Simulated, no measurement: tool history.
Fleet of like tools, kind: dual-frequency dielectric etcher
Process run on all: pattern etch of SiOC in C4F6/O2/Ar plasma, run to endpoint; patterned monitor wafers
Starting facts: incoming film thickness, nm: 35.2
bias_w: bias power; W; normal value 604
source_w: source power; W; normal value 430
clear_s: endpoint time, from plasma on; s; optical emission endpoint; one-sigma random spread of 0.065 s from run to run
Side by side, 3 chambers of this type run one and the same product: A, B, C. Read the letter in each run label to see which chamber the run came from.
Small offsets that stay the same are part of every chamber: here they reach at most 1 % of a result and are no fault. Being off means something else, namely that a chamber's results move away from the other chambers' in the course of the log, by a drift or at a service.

run	day	bias_w	source_w	clear_s
1B	0.229	604	430	10.690
2C	0.533	604	430	10.889
3A	0.812	604	430	10.718
4C	0.975	604	430	10.783
5A	1.200	543	430	11.323
6B	1.462	543	430	11.108
7A	1.721	543	430	11.329
8B	1.883	604	430	10.800
9C	2.154	604	430	10.765
10C	2.304	504	480	11.059
11A	2.533	504	480	11.010
12B	2.796	504	480	11.021
13C	2.954	604	430	10.956
14A	3.183	604	430	10.694
15B	3.371	604	430	10.781
16C	3.517	604	430	10.896
17A	3.658	604	430	10.841
# day 3.738: chamber B: wet clean of the chamber
18B	3.829	604	370	11.284
19B	4.050	604	370	11.381
20A	4.238	604	370	11.490
21C	4.562	604	430	10.841
22B	4.875	604	430	10.683
23C	5.017	604	430	10.866

Next, all 3 chambers run the settings below, one line each with question marks for the results. What does each chamber give?
24A	5.250	604	430	?
24B	5.250	604	430	?
24C	5.250	604	430	?

run	clear_s
24A	10.785
24B	10.749
24C	10.907
